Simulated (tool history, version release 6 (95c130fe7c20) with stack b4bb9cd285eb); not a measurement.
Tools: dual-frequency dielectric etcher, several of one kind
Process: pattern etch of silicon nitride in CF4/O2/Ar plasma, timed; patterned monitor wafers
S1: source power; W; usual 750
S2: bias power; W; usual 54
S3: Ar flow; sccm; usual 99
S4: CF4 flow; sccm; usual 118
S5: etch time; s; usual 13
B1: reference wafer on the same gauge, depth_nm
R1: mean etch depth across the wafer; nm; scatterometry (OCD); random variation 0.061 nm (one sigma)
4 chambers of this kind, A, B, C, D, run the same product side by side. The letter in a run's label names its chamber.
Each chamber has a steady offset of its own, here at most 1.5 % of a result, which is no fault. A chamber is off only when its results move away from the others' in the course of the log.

| run | hour | S1 | S2 | S3 | S4 | S5 | B1 | R1 |
|---|---|---|---|---|---|---|---|---|
| 1D | 3.2 | 750 | 54 | 99 | 118 | 13 | 37.106 | 36.844 |
| 2C | 6.3 | 750 | 54 | 99 | 118 | 13 | 37.117 | 36.555 |
| 3A | 12.1 | 750 | 54 | 99 | 118 | 13 | 37.118 | 37.454 |
| 4B | 18.3 | 750 | 54 | 99 | 118 | 13 | 37.126 | 36.869 |
| 5A | 22.7 | 750 | 54 | 99 | 118 | 13 | 37.142 | 37.439 |
| 6B | 29.3 | 750 | 54 | 99 | 118 | 13 | 37.141 | 36.95 |
| 7D | 34 | 750 | 54 | 99 | 118 | 13 | 37.151 | 37.11 |
| 8C | 39.8 | 750 | 54 | 99 | 118 | 13 | 37.146 | 36.632 |
| 9A | 44.1 | 750 | 54 | 99 | 118 | 13 | 37.172 | 37.457 |
| 10D | 47 | 750 | 54 | 99 | 118 | 13 | 37.157 | 37.026 |
| 11C | 53.4 | 750 | 54 | 99 | 118 | 13 | 37.157 | 36.549 |
| 12B | 59 | 750 | 54 | 99 | 118 | 13 | 37.164 | 36.923 |
| 13B | 65 | 750 | 54 | 99 | 118 | 13 | 37.186 | 36.908 |
| 14C | 67.9 | 750 | 54 | 99 | 118 | 13 | 37.196 | 36.643 |
| 15A | 72 | 750 | 54 | 99 | 118 | 13 | 37.197 | 37.585 |
| 16D | 78 | 750 | 54 | 99 | 118 | 13 | 37.207 | 37.125 |
| 17A | 84.6 | 750 | 54 | 99 | 118 | 13 | 37.205 | 37.574 |
| 18C | 90 | 750 | 54 | 99 | 118 | 13 | 37.213 | 36.647 |
| 19D | 93.5 | 750 | 54 | 99 | 118 | 13 | 37.225 | 37.101 |
| 20B | 98.7 | 750 | 54 | 99 | 118 | 13 | 37.222 | 37.031 |
| 21B | 103.7 | 750 | 54 | 99 | 118 | 13 | 37.236 | 37.038 |
| 22A | 109.2 | 750 | 54 | 99 | 118 | 13 | 37.262 | 37.534 |
|  | 113.2 | chamber B: wet clean of the chamber |
| 23D | 114.5 | 750 | 59 | 99 | 118 | 11.5 | 37.248 | 33.9 |
| 24C | 120.3 | 750 | 59 | 99 | 118 | 11.5 | 37.255 | 33.498 |
| 25B | 125 | 750 | 59 | 99 | 118 | 11.5 | 37.269 | 33.899 |
| 26D | 128.7 | 750 | 59 | 99 | 118 | 11.5 | 37.256 | 33.969 |
|  | 129.5 | chamber D: wet clean of the chamber |
| 27C | 133.6 | 750 | 54 | 99 | 118 | 13 | 37.279 | 36.657 |
| 28A | 140 | 750 | 54 | 99 | 118 | 13 | 37.276 | 37.664 |
| 29D | 143.8 | 750 | 54 | 99 | 100 | 15 | 37.283 | 41.936 |
| 30A | 150.1 | 750 | 54 | 99 | 100 | 15 | 37.316 | 42.559 |
| 31C | 154.5 | 750 | 54 | 99 | 100 | 15 | 37.32 | 41.558 |
| 32B | 159.2 | 750 | 54 | 99 | 100 | 15 | 37.313 | 41.863 |
| 33A | 164.7 | 750 | 54 | 99 | 118 | 13 | 37.322 | 37.694 |
| 34C | 170.3 | 750 | 54 | 99 | 118 | 13 | 37.339 | 36.677 |
| 35D | 173.3 | 750 | 54 | 99 | 118 | 13 | 37.339 | 37.224 |
| 36B | 179.4 | 750 | 54 | 99 | 118 | 13 | 37.353 | 37.053 |

Next, every chamber runs the same settings. What will each give?
| 37A | 184.2 | 750 | 54 | 99 | 118 | 13 |  | ? |
| 37B | 184.2 | 750 | 54 | 99 | 118 | 13 |  | ? |
| 37C | 184.2 | 750 | 54 | 99 | 118 | 13 |  | ? |
| 37D | 184.2 | 750 | 54 | 99 | 118 | 13 |  | ? |

| run | R1 |
|---|---|
| 37A | 37.794 |
| 37B | 37.175 |
| 37C | 36.831 |
| 37D | 37.193 |
